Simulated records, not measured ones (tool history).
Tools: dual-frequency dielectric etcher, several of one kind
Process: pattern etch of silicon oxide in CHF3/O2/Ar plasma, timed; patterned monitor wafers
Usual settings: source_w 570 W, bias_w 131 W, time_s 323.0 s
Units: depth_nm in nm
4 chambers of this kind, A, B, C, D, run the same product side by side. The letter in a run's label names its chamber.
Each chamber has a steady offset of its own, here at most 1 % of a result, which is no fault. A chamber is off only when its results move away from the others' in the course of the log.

| run | hour | source_w | bias_w | time_s | hours since the last wet clean | hours since the last source power generator calibration | hours since the last bias power generator calibration | read-back reference wafer on the same gauge, depth_nm | depth_nm |
|---|---|---|---|---|---|---|---|---|---|
| 1D | 7.7 | 570 | 131 | 323.0 | 299.3 | 1177.4 | 2292.0 | 537.80 | 566.39 |
| 2B | 17.4 | 570 | 131 | 323.0 | 371.8 | 827.3 | 265.1 | 538.00 | 564.47 |
| 3A | 27.4 | 570 | 131 | 323.0 | 181.4 | 1807.2 | 3480.7 | 537.68 | 568.39 |
| 4C | 37.8 | 570 | 131 | 323.0 | 490.4 | 1201.5 | 4446.2 | 538.06 | 567.21 |
| 5A | 47.3 | 570 | 131 | 323.0 | 201.3 | 1827.1 | 3500.6 | 537.50 | 568.41 |
|  | 55.1 | chamber C: wet clean of the chamber |
| 6D | 60.4 | 710 | 131 | 367.5 | 352.0 | 1230.1 | 2344.7 | 537.57 | 702.33 |
| 7C | 73.6 | 710 | 131 | 367.5 | 18.6 | 1237.3 | 4482.0 | 537.26 | 706.65 |
| 8B | 79.6 | 710 | 131 | 367.5 | 434.0 | 889.5 | 327.3 | 537.26 | 700.03 |
| 9C | 88.0 | 710 | 131 | 367.5 | 33.0 | 1251.7 | 4496.4 | 537.32 | 704.34 |
| 10D | 98.2 | 570 | 131 | 323.0 | 389.8 | 1267.9 | 2382.5 | 537.20 | 565.36 |
| 11B | 111.5 | 570 | 131 | 323.0 | 465.9 | 921.4 | 359.2 | 537.09 | 564.83 |
| 12A | 124.6 | 570 | 131 | 323.0 | 278.6 | 1904.4 | 3577.9 | 537.04 | 566.55 |
| 13A | 131.4 | 570 | 131 | 323.0 | 285.4 | 1911.2 | 3584.7 | 536.92 | 567.29 |
| 14B | 144.5 | 670 | 131 | 269.5 | 498.9 | 954.4 | 392.2 | 537.05 | 502.31 |
| 15D | 152.5 | 670 | 131 | 269.5 | 444.1 | 1322.2 | 2436.8 | 536.89 | 501.98 |
| 16C | 165.9 | 670 | 131 | 269.5 | 110.9 | 1329.6 | 4574.3 | 536.79 | 504.17 |
|  | 171.9 | chamber C: bias power generator calibrated |
| 17C | 177.1 | 670 | 131 | 269.5 | 122.1 | 1340.8 | 5.3 | 536.68 | 504.48 |
| 18A | 183.8 | 570 | 131 | 323.0 | 337.8 | 1963.6 | 3637.1 | 536.67 | 567.67 |
|  | 195.6 | chamber D: bias power generator calibrated |
| 19B | 195.7 | 570 | 131 | 323.0 | 550.1 | 1005.6 | 443.4 | 536.45 | 563.10 |
|  | 206.0 | chamber B: wet clean of the chamber |
| 20D | 207.0 | 570 | 131 | 323.0 | 498.6 | 1376.7 | 11.5 | 536.58 | 564.27 |
| 21B | 215.1 | 640 | 114 | 323.0 | 9.1 | 1025.0 | 462.8 | 536.47 | 564.58 |
| 22A | 227.4 | 640 | 114 | 323.0 | 381.4 | 2007.2 | 3680.7 | 536.16 | 567.24 |
| 23D | 234.5 | 640 | 114 | 323.0 | 526.1 | 1404.2 | 39.0 | 536.30 | 563.43 |
| 24C | 246.7 | 640 | 114 | 323.0 | 191.7 | 1410.4 | 74.9 | 536.23 | 566.95 |
| 25A | 260.2 | 570 | 131 | 323.0 | 414.2 | 2040.0 | 3713.5 | 536.05 | 566.00 |
|  | 261.0 | chamber A: wet clean of the chamber |
| 26B | 269.1 | 570 | 131 | 323.0 | 63.1 | 1079.0 | 516.8 | 535.91 | 562.18 |
| 27D | 280.9 | 500 | 131 | 323.0 | 572.5 | 1450.6 | 85.4 | 535.76 | 534.72 |
| 28C | 291.6 | 500 | 131 | 323.0 | 236.6 | 1455.3 | 119.8 | 535.64 | 537.25 |
| 29B | 301.4 | 500 | 131 | 323.0 | 95.4 | 1111.3 | 549.1 | 535.82 | 535.00 |
| 30A | 313.3 | 500 | 131 | 323.0 | 52.3 | 2093.1 | 3766.6 | 535.32 | 537.85 |
| 31D | 326.8 | 570 | 131 | 323.0 | 618.4 | 1496.5 | 131.3 | 535.34 | 563.76 |
| 32C | 336.2 | 570 | 131 | 323.0 | 281.2 | 1499.9 | 164.4 | 535.34 | 564.93 |
| 33A | 343.5 | 570 | 131 | 323.0 | 82.5 | 2123.3 | 3796.8 | 535.57 | 564.87 |
| 34C | 355.4 | 570 | 131 | 323.0 | 300.4 | 1519.1 | 183.6 | 535.02 | 565.43 |
| 35D | 362.7 | 570 | 131 | 323.0 | 654.3 | 1532.4 | 167.2 | 535.19 | 563.28 |
| 36B | 370.8 | 570 | 131 | 323.0 | 164.8 | 1180.7 | 618.5 | 535.23 | 561.94 |
| 37C | 376.9 | 570 | 131 | 323.0 | 321.9 | 1540.6 | 205.1 | 534.96 | 566.05 |
| 38B | 390.3 | 570 | 131 | 323.0 | 184.3 | 1200.2 | 638.0 | 535.01 | 560.27 |
| 39A | 397.4 | 570 | 131 | 288.5 | 136.4 | 2177.2 | 3850.7 | 534.90 | 504.30 |
| 40D | 411.2 | 570 | 131 | 288.5 | 702.8 | 1580.9 | 215.7 | 534.89 | 503.21 |
| 41B | 417.3 | 570 | 131 | 288.5 | 211.3 | 1227.2 | 665.0 | 534.90 | 503.40 |

Is one chamber off against the others, does the gauge drift, or is nothing wrong? If a chamber is off, say which, and what the likeliest cause is.

The gauge drifts, so all chambers seem to drift together. No chamber is off.
Cause: gauge reads low (%) = 0.61.

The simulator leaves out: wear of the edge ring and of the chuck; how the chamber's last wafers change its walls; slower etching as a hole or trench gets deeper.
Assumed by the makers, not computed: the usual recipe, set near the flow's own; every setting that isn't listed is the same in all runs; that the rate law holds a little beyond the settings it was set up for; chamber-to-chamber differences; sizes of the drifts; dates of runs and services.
